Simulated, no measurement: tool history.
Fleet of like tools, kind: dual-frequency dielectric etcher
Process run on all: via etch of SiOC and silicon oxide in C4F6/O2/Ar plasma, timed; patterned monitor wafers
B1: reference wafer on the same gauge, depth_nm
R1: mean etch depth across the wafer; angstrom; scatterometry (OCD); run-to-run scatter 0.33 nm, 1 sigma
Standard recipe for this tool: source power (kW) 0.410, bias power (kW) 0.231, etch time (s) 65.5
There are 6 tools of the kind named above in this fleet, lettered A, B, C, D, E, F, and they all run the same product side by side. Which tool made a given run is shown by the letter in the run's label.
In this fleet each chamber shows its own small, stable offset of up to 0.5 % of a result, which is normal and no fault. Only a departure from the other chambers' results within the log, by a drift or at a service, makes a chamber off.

run 1A hour=3.6 | source_power_(kW)=0.410 bias_power_(kW)=0.231 etch_time_(s)=65.5 | B1=65.976 | R1=811.07
run 2F hour=8.1 | source_power_(kW)=0.410 bias_power_(kW)=0.231 etch_time_(s)=65.5 | B1=65.939 | R1=815.39
run 3E hour=12.6 | source_power_(kW)=0.410 bias_power_(kW)=0.231 etch_time_(s)=65.5 | B1=65.995 | R1=806.43
run 4B hour=16.0 | source_power_(kW)=0.410 bias_power_(kW)=0.231 etch_time_(s)=65.5 | B1=66.004 | R1=807.51
run 5C hour=20.5 | source_power_(kW)=0.410 bias_power_(kW)=0.231 etch_time_(s)=65.5 | B1=66.039 | R1=813.97
run 6D hour=24.7 | source_power_(kW)=0.410 bias_power_(kW)=0.231 etch_time_(s)=65.5 | B1=65.969 | R1=808.90
run 7C hour=29.9 | source_power_(kW)=0.410 bias_power_(kW)=0.231 etch_time_(s)=65.5 | B1=66.020 | R1=815.91
run 8A hour=35.1 | source_power_(kW)=0.490 bias_power_(kW)=0.196 etch_time_(s)=65.5 | B1=65.948 | R1=817.01
-- hour=37.0 chamber B: bias power generator calibrated
run 9B hour=39.9 | source_power_(kW)=0.490 bias_power_(kW)=0.196 etch_time_(s)=65.5 | B1=66.019 | R1=816.33
run 10E hour=44.0 | source_power_(kW)=0.490 bias_power_(kW)=0.196 etch_time_(s)=65.5 | B1=65.932 | R1=830.75
-- hour=48.6 chamber A: wet clean of the chamber
run 11F hour=48.7 | source_power_(kW)=0.490 bias_power_(kW)=0.196 etch_time_(s)=65.5 | B1=65.958 | R1=825.22
run 12D hour=52.1 | source_power_(kW)=0.490 bias_power_(kW)=0.196 etch_time_(s)=65.5 | B1=65.975 | R1=818.57
run 13C hour=55.5 | source_power_(kW)=0.490 bias_power_(kW)=0.196 etch_time_(s)=65.5 | B1=65.990 | R1=825.43
run 14B hour=58.4 | source_power_(kW)=0.410 bias_power_(kW)=0.231 etch_time_(s)=65.5 | B1=66.007 | R1=806.34
run 15E hour=62.0 | source_power_(kW)=0.410 bias_power_(kW)=0.231 etch_time_(s)=65.5 | B1=66.002 | R1=813.80
run 16A hour=65.9 | source_power_(kW)=0.330 bias_power_(kW)=0.266 etch_time_(s)=65.5 | B1=66.003 | R1=782.62
run 17D hour=70.7 | source_power_(kW)=0.330 bias_power_(kW)=0.266 etch_time_(s)=65.5 | B1=65.969 | R1=786.35
run 18F hour=73.3 | source_power_(kW)=0.330 bias_power_(kW)=0.266 etch_time_(s)=65.5 | B1=65.964 | R1=788.72
run 19C hour=76.6 | source_power_(kW)=0.330 bias_power_(kW)=0.266 etch_time_(s)=65.5 | B1=65.989 | R1=788.78
run 20F hour=81.7 | source_power_(kW)=0.330 bias_power_(kW)=0.266 etch_time_(s)=65.5 | B1=65.999 | R1=787.58
run 21D hour=84.7 | source_power_(kW)=0.330 bias_power_(kW)=0.266 etch_time_(s)=65.5 | B1=65.969 | R1=785.63
run 22E hour=87.1 | source_power_(kW)=0.410 bias_power_(kW)=0.231 etch_time_(s)=65.5 | B1=65.989 | R1=813.53
run 23B hour=91.5 | source_power_(kW)=0.410 bias_power_(kW)=0.231 etch_time_(s)=65.5 | B1=66.012 | R1=809.91
run 24A hour=96.0 | source_power_(kW)=0.410 bias_power_(kW)=0.231 etch_time_(s)=65.5 | B1=65.952 | R1=810.00
run 25D hour=99.6 | source_power_(kW)=0.410 bias_power_(kW)=0.231 etch_time_(s)=65.5 | B1=66.012 | R1=812.73
run 26B hour=103.5 | source_power_(kW)=0.410 bias_power_(kW)=0.231 etch_time_(s)=65.5 | B1=66.013 | R1=809.09
run 27E hour=107.9 | source_power_(kW)=0.410 bias_power_(kW)=0.231 etch_time_(s)=65.5 | B1=66.003 | R1=817.17
run 28F hour=110.4 | source_power_(kW)=0.410 bias_power_(kW)=0.231 etch_time_(s)=65.5 | B1=66.048 | R1=816.03
run 29C hour=114.4 | source_power_(kW)=0.410 bias_power_(kW)=0.231 etch_time_(s)=65.5 | B1=65.952 | R1=809.72
run 30A hour=119.3 | source_power_(kW)=0.410 bias_power_(kW)=0.231 etch_time_(s)=65.5 | B1=66.064 | R1=809.31
run 31C hour=124.0 | source_power_(kW)=0.410 bias_power_(kW)=0.231 etch_time_(s)=65.5 | B1=66.064 | R1=817.82
run 32A hour=129.1 | source_power_(kW)=0.470 bias_power_(kW)=0.231 etch_time_(s)=79.0 | B1=66.059 | R1=1040.00
-- hour=132.8 chamber F: wet clean of the chamber
run 33D hour=133.9 | source_power_(kW)=0.470 bias_power_(kW)=0.231 etch_time_(s)=79.0 | B1=65.978 | R1=1032.60
run 34B hour=138.7 | source_power_(kW)=0.470 bias_power_(kW)=0.231 etch_time_(s)=79.0 | B1=66.013 | R1=1019.60
run 35F hour=141.6 | source_power_(kW)=0.470 bias_power_(kW)=0.231 etch_time_(s)=79.0 | B1=65.970 | R1=1042.00
run 36E hour=144.7 | source_power_(kW)=0.470 bias_power_(kW)=0.231 etch_time_(s)=79.0 | B1=66.037 | R1=1031.50
run 37C hour=149.5 | source_power_(kW)=0.470 bias_power_(kW)=0.231 etch_time_(s)=79.0 | B1=66.053 | R1=1033.10

What goes on in this fleet: one chamber off, a drifting gauge, or nothing beyond the chambers' own small offsets? Name the chamber and the cause, if any.

Neither any chamber nor the gauge drifts; the chambers differ only by their own small, steady offsets.
